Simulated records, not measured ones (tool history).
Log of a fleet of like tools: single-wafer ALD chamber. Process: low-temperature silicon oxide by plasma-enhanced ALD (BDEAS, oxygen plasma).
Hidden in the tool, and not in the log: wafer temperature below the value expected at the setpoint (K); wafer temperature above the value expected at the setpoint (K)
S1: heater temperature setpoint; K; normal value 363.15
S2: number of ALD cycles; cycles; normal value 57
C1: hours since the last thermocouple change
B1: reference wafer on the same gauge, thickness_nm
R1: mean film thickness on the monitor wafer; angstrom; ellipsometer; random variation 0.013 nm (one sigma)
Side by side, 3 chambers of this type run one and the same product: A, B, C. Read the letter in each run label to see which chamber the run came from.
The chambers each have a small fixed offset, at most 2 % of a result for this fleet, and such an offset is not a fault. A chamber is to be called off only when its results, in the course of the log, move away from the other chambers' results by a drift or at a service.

run	hour	S1	S2	C1	B1	R1
1C	6.7	363.15	57	20.4	9.0554	84.801
2B	12.8	363.15	57	1902.7	9.0536	85.729
3A	21.3	363.15	57	1990.4	9.0560	84.388
4A	28.0	363.15	57	1997.1	9.0531	84.440
5C	34.4	363.15	57	48.1	9.0615	85.081
6B	43.3	363.15	57	1933.2	9.0644	85.579
7C	50.5	363.15	57	64.2	9.0634	85.214
8B	55.0	363.15	57	1944.9	9.0647	85.995
9A	63.1	363.15	57	2032.2	9.0726	84.620
10B	69.8	363.15	57	1959.7	9.0742	85.650
11A	79.5	377.15	62	2048.6	9.0747	88.255
12C	85.7	377.15	62	99.4	9.0769	88.702
13B	91.9	377.15	62	1981.8	9.0768	89.454
14C	98.3	363.15	57	112.0	9.0785	85.109
15A	105.7	363.15	57	2074.8	9.0823	84.659
16C	115.1	363.15	57	128.8	9.0869	85.227
17A	122.0	363.15	57	2091.1	9.0895	84.442
18B	131.4	363.15	57	2021.3	9.0942	86.213
19C	140.2	363.15	57	153.9	9.0894	85.272
20B	146.4	368.15	57	2036.3	9.0984	84.564
21A	152.7	368.15	57	2121.8	9.0976	83.577
22A	159.3	368.15	57	2128.4	9.0981	83.194
23B	169.6	363.15	57	2059.5	9.1002	86.230
24C	177.0	363.15	57	190.7	9.1059	85.362

Has any chamber moved away from the others, gradually or after a service, or does the common gauge drift, or do the chambers differ only by their own small steady offsets? State the chamber and the most likely cause if one applies.

Every chamber seems to shift together because the gauge that measures them all drifts; the chambers themselves are fine.
Most likely cause: gauge reads high (%) = 0.623.
